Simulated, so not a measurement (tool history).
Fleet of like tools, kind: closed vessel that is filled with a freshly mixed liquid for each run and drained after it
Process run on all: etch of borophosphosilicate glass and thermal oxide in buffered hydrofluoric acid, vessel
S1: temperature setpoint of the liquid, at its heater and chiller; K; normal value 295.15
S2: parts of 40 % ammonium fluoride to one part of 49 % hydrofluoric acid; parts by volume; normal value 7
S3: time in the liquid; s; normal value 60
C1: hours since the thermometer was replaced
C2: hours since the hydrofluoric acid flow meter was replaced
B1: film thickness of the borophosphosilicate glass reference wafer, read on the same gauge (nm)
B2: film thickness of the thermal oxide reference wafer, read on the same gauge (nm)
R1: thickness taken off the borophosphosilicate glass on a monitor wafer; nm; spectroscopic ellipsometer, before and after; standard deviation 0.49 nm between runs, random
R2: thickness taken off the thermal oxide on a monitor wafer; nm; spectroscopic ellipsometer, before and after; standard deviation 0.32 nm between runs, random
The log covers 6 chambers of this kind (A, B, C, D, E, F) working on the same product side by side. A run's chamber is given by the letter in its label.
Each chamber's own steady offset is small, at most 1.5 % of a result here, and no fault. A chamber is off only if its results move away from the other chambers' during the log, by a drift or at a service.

| run | hour | S1 | S2 | S3 | C1 | C2 | B1 | B2 | R1 | R2 |
|---|---|---|---|---|---|---|---|---|---|---|
| 1A | 11.3 | 295.15 | 7 | 60 | 79.1 | 264.9 | 99.982 | 110.01 | 123.88 | 85.722 |
| 2E | 18.5 | 295.15 | 7 | 60 | 1166.8 | 1697.4 | 100 | 109.96 | 122.53 | 86.056 |
| 3B | 28.9 | 295.15 | 7 | 60 | 384.3 | 2254.4 | 100 | 109.99 | 122.43 | 85.646 |
|  | 32.1 | chamber F: hydrofluoric acid flow meter replaced |
| 4F | 36 | 295.15 | 7 | 60 | 288.8 | 4 | 99.981 | 109.96 | 123.31 | 85.629 |
| 5C | 47.1 | 295.15 | 7 | 60 | 516.2 | 1716 | 99.982 | 110.01 | 121.98 | 85.965 |
| 6D | 54.9 | 295.15 | 7 | 60 | 2148.9 | 828.6 | 100.01 | 109.98 | 123.01 | 85.091 |
| 7B | 69.5 | 295.15 | 7 | 60 | 424.9 | 2295 | 99.985 | 109.96 | 121.47 | 85.692 |
| 8D | 82.7 | 295.15 | 7 | 60 | 2176.7 | 856.4 | 99.979 | 110 | 124.07 | 85.414 |
| 9E | 95.7 | 295.15 | 7 | 60 | 1244 | 1774.6 | 99.999 | 110 | 122.93 | 85.538 |
|  | 104.6 | chamber E: thermometer replaced |
| 10F | 110.7 | 292.65 | 5 | 60 | 363.5 | 78.7 | 99.979 | 110.01 | 145.39 | 99.336 |
| 11A | 118.2 | 292.65 | 5 | 60 | 186 | 371.8 | 99.988 | 110 | 143.96 | 99.146 |
| 12C | 128.7 | 292.65 | 5 | 60 | 597.8 | 1797.6 | 99.992 | 109.98 | 142.59 | 99.569 |
| 13E | 143.2 | 292.65 | 5 | 60 | 38.7 | 1822.1 | 100.02 | 109.99 | 144.99 | 99.731 |
|  | 154.9 | chamber E: hydrofluoric acid flow meter replaced |
| 14A | 158.4 | 292.65 | 5 | 60 | 226.2 | 412 | 99.984 | 110 | 143.25 | 99.07 |
| 15F | 168.5 | 292.65 | 5 | 60 | 421.3 | 136.5 | 99.998 | 110 | 145.1 | 100.06 |
| 16B | 181.9 | 295.15 | 7 | 60 | 537.3 | 2407.4 | 99.992 | 109.99 | 121.06 | 85.287 |
| 17D | 190.1 | 295.15 | 7 | 60 | 2284.1 | 963.8 | 100.01 | 110.01 | 122.95 | 84.892 |
| 18C | 197.3 | 295.15 | 7 | 60 | 666.4 | 1866.2 | 99.985 | 109.98 | 121.1 | 85.6 |
| 19F | 208.2 | 295.15 | 7 | 60 | 461 | 176.2 | 100.01 | 110.03 | 123.75 | 85.687 |
| 20E | 215 | 295.15 | 7 | 60 | 110.5 | 60.1 | 100.02 | 109.97 | 123.8 | 86.051 |
| 21A | 222 | 295.15 | 7 | 60 | 289.8 | 475.6 | 100 | 110.01 | 122.52 | 86.269 |
| 22D | 236.4 | 295.15 | 7 | 60 | 2330.4 | 1010.1 | 99.97 | 109.99 | 123.22 | 85.288 |
| 23B | 244.1 | 295.15 | 7 | 60 | 599.5 | 2469.6 | 100.01 | 109.97 | 122.4 | 85.633 |
|  | 246 | chamber D: thermometer replaced |
| 24C | 252.3 | 295.15 | 7 | 60 | 721.4 | 1921.2 | 100.05 | 110.01 | 121.71 | 85.32 |
| 25B | 267.8 | 295.15 | 7 | 60 | 623.2 | 2493.3 | 100.06 | 110 | 121.82 | 85.155 |
| 26F | 282.7 | 295.15 | 7 | 60 | 535.5 | 250.7 | 100.03 | 109.97 | 123.68 | 85.032 |
| 27C | 297.8 | 295.15 | 7 | 60 | 766.9 | 1966.7 | 99.948 | 109.98 | 121.71 | 85.773 |
| 28E | 309.9 | 295.15 | 7 | 35 | 205.4 | 155 | 99.985 | 110.02 | 72.135 | 49.744 |
| 29A | 319.4 | 295.15 | 7 | 35 | 387.2 | 573 | 100.01 | 110.01 | 71.688 | 49.849 |
| 30D | 331.7 | 295.15 | 7 | 35 | 85.7 | 1105.4 | 100.03 | 110.02 | 72.225 | 49.667 |
|  | 337.7 | chamber C: hydrofluoric acid flow meter replaced |
| 31E | 339 | 295.15 | 7 | 35 | 234.5 | 184.1 | 100.01 | 110.03 | 71.962 | 50.348 |
|  | 346.3 | chamber F: thermometer replaced |
| 32D | 349.4 | 295.15 | 7 | 35 | 103.4 | 1123.1 | 100.04 | 109.98 | 71.489 | 50.077 |
| 33A | 362.5 | 295.15 | 7 | 35 | 430.3 | 616.1 | 99.98 | 109.97 | 71.946 | 50.028 |
| 34F | 369.9 | 295.15 | 9 | 85 | 23.6 | 337.9 | 99.976 | 110 | 132.38 | 93.173 |
| 35C | 381 | 295.15 | 9 | 85 | 850.1 | 43.3 | 100 | 110.02 | 131.3 | 92.431 |
| 36B | 394.2 | 295.15 | 9 | 85 | 749.6 | 2619.7 | 99.973 | 110.01 | 131.19 | 92.404 |
| 37C | 401 | 295.15 | 9 | 85 | 870.1 | 63.3 | 99.987 | 109.97 | 131.08 | 93.477 |
| 38D | 410.2 | 295.15 | 9 | 85 | 164.2 | 1183.9 | 100.02 | 110.05 | 133.06 | 92.44 |
| 39B | 424.8 | 295.15 | 9 | 85 | 780.2 | 2650.3 | 99.992 | 109.99 | 131.52 | 92.053 |
| 40E | 438.9 | 295.15 | 7 | 60 | 334.4 | 284 | 100 | 109.99 | 124.39 | 86.559 |
| 41F | 446.2 | 295.15 | 7 | 60 | 99.9 | 414.2 | 99.95 | 109.99 | 124.56 | 85.771 |
| 42A | 454.7 | 295.15 | 7 | 60 | 522.5 | 708.3 | 99.999 | 110.01 | 122.66 | 86.032 |
| 43E | 465.2 | 295.15 | 7 | 60 | 360.7 | 310.3 | 99.98 | 109.99 | 123.19 | 86.115 |

Next, all 6 chambers run the settings below, one line each with question marks for the results. What does each chamber give?
| 44A | 476.3 | 297.65 | 7 | 60 |  |  |  |  | ? | ? |
| 44B | 476.3 | 297.65 | 7 | 60 |  |  |  |  | ? | ? |
| 44C | 476.3 | 297.65 | 7 | 60 |  |  |  |  | ? | ? |
| 44D | 476.3 | 297.65 | 7 | 60 |  |  |  |  | ? | ? |
| 44E | 476.3 | 297.65 | 7 | 60 |  |  |  |  | ? | ? |
| 44F | 476.3 | 297.65 | 7 | 60 |  |  |  |  | ? | ? |

| run | R1 | R2 |
|---|---|---|
| 44A | 140.84 | 98.761 |
| 44B | 140.02 | 97.671 |
| 44C | 139.58 | 98.407 |
| 44D | 141.39 | 98.401 |
| 44E | 141.52 | 98.242 |
| 44F | 143.27 | 98.618 |

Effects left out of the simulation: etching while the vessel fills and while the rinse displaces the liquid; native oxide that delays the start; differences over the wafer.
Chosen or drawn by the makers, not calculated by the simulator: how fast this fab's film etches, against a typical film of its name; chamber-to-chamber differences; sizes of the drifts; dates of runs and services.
